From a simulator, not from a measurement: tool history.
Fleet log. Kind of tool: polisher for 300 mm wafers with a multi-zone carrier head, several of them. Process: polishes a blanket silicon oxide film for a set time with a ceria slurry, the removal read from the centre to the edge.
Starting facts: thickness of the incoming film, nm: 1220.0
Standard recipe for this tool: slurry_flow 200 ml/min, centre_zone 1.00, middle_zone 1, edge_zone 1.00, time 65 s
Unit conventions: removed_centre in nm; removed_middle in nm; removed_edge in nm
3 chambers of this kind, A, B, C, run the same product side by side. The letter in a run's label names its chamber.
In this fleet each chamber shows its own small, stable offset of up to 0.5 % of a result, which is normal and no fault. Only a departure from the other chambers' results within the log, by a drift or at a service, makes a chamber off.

| run | hour | slurry_flow | centre_zone | middle_zone | edge_zone | time | removed_centre | removed_middle | removed_edge |
|---|---|---|---|---|---|---|---|---|---|
| 1B | 3.4 | 200 | 1.00 | 1 | 1.00 | 65 | 429.85 | 435.79 | 434.71 |
|  | 8.0 | chamber C: worn pad replaced by a new one |
| 2C | 9.2 | 200 | 1.00 | 1 | 1.00 | 65 | 431.53 | 447.06 | 430.86 |
| 3A | 15.4 | 200 | 1.00 | 1 | 1.00 | 65 | 431.70 | 433.19 | 423.79 |
| 4A | 20.2 | 200 | 1.00 | 1 | 1.00 | 65 | 432.11 | 439.40 | 443.88 |
| 5B | 23.3 | 200 | 1.00 | 1 | 1.00 | 65 | 430.25 | 433.38 | 431.01 |
| 6C | 28.5 | 200 | 1.00 | 1 | 1.00 | 65 | 432.32 | 428.32 | 422.00 |
| 7C | 32.3 | 245 | 1.00 | 1 | 1.07 | 65 | 440.48 | 450.15 | 453.50 |
| 8B | 37.0 | 245 | 1.00 | 1 | 1.07 | 65 | 448.31 | 446.52 | 454.31 |
| 9A | 43.3 | 245 | 1.00 | 1 | 1.07 | 65 | 443.38 | 440.56 | 450.45 |
| 10B | 49.2 | 200 | 1.00 | 1 | 1.00 | 65 | 421.02 | 431.77 | 421.44 |
| 11C | 54.9 | 200 | 1.00 | 1 | 1.00 | 65 | 423.60 | 429.18 | 437.61 |
|  | 58.7 | chamber B: slurry nozzle cleaned |
| 12A | 59.4 | 200 | 1.00 | 1 | 1.00 | 65 | 428.70 | 430.69 | 439.07 |
| 13A | 65.2 | 200 | 1.00 | 1 | 1.00 | 65 | 436.30 | 434.41 | 439.59 |
| 14B | 68.6 | 200 | 0.93 | 1 | 1.00 | 52 | 309.50 | 338.19 | 337.47 |
|  | 71.5 | chamber A: worn pad replaced by a new one |
| 15C | 74.1 | 200 | 0.93 | 1 | 1.00 | 52 | 323.57 | 339.37 | 343.43 |
| 16A | 77.1 | 200 | 0.93 | 1 | 1.00 | 52 | 319.50 | 343.40 | 344.27 |
| 17B | 82.4 | 200 | 1.00 | 1 | 1.00 | 65 | 421.36 | 414.09 | 421.67 |
| 18C | 88.7 | 200 | 1.00 | 1 | 1.00 | 65 | 426.52 | 430.15 | 432.37 |
| 19B | 92.5 | 200 | 1.00 | 1 | 1.00 | 65 | 423.76 | 419.09 | 421.49 |
| 20A | 95.5 | 200 | 1.00 | 1 | 1.00 | 65 | 434.48 | 433.89 | 428.94 |
| 21C | 100.2 | 200 | 1.00 | 1 | 1.00 | 65 | 437.81 | 431.58 | 439.43 |
| 22C | 106.0 | 200 | 1.00 | 1 | 1.00 | 65 | 429.65 | 427.90 | 425.93 |
| 23A | 111.6 | 200 | 1.00 | 1 | 1.00 | 65 | 431.37 | 439.33 | 432.40 |
| 24B | 117.7 | 155 | 1.00 | 1 | 1.00 | 65 | 388.82 | 387.38 | 404.06 |
| 25A | 121.5 | 155 | 1.00 | 1 | 1.00 | 65 | 413.27 | 417.31 | 417.58 |
|  | 123.9 | chamber C: worn pad replaced by a new one |
|  | 124.2 | chamber A: centre zone pressure recalibrated |
| 26C | 125.2 | 155 | 1.00 | 1 | 1.00 | 65 | 402.66 | 404.53 | 426.44 |
| 27B | 128.6 | 200 | 1.00 | 1 | 1.00 | 65 | 400.28 | 403.74 | 401.20 |
|  | 130.0 | chamber B: edge zone pressure recalibrated |
| 28B | 132.5 | 200 | 1.00 | 1 | 1.00 | 65 | 407.51 | 399.67 | 397.17 |
| 29A | 137.2 | 200 | 1.00 | 1 | 1.00 | 65 | 435.73 | 428.29 | 425.31 |
| 30C | 143.4 | 200 | 1.00 | 1 | 1.00 | 65 | 426.58 | 421.46 | 427.51 |
|  | 148.3 | chamber A: worn pad replaced by a new one |
| 31B | 149.0 | 200 | 1.00 | 1 | 1.00 | 65 | 402.58 | 406.48 | 406.86 |
| 32C | 152.1 | 200 | 1.00 | 1 | 1.00 | 65 | 429.78 | 435.61 | 429.34 |
| 33A | 156.2 | 200 | 1.00 | 1 | 1.00 | 65 | 436.94 | 443.37 | 429.46 |
| 34B | 159.7 | 200 | 1.00 | 1 | 1.00 | 65 | 391.89 | 393.39 | 386.31 |
| 35C | 164.6 | 200 | 1.00 | 1 | 1.00 | 65 | 438.59 | 422.16 | 429.01 |
| 36A | 170.1 | 175 | 1.00 | 1 | 1.00 | 65 | 420.81 | 423.13 | 432.91 |
| 37C | 174.5 | 175 | 1.00 | 1 | 1.00 | 65 | 419.38 | 426.01 | 421.11 |
| 38A | 180.7 | 175 | 1.00 | 1 | 1.00 | 65 | 421.98 | 427.90 | 434.92 |
| 39B | 187.0 | 200 | 1.00 | 1 | 1.00 | 65 | 385.77 | 387.36 | 381.67 |
| 40A | 191.8 | 200 | 1.00 | 1 | 1.00 | 65 | 430.15 | 427.57 | 439.57 |
| 41B | 197.5 | 200 | 1.00 | 1 | 1.00 | 65 | 378.85 | 389.66 | 386.98 |
| 42C | 202.5 | 200 | 1.00 | 1 | 1.00 | 65 | 432.83 | 425.17 | 431.05 |

For the next run the whole fleet of 3 chambers uses the same settings. Give each chamber's results:
| 43A | 207.1 | 160 | 1.00 | 1 | 1.00 | 65 | ? | ? | ? |
| 43B | 207.1 | 160 | 1.00 | 1 | 1.00 | 65 | ? | ? | ? |
| 43C | 207.1 | 160 | 1.00 | 1 | 1.00 | 65 | ? | ? | ? |

| run | removed_centre | removed_middle | removed_edge |
|---|---|---|---|
| 43A | 410.70 | 420.73 | 419.07 |
| 43B | 363.52 | 368.97 | 361.02 |
| 43C | 418.00 | 420.61 | 421.34 |

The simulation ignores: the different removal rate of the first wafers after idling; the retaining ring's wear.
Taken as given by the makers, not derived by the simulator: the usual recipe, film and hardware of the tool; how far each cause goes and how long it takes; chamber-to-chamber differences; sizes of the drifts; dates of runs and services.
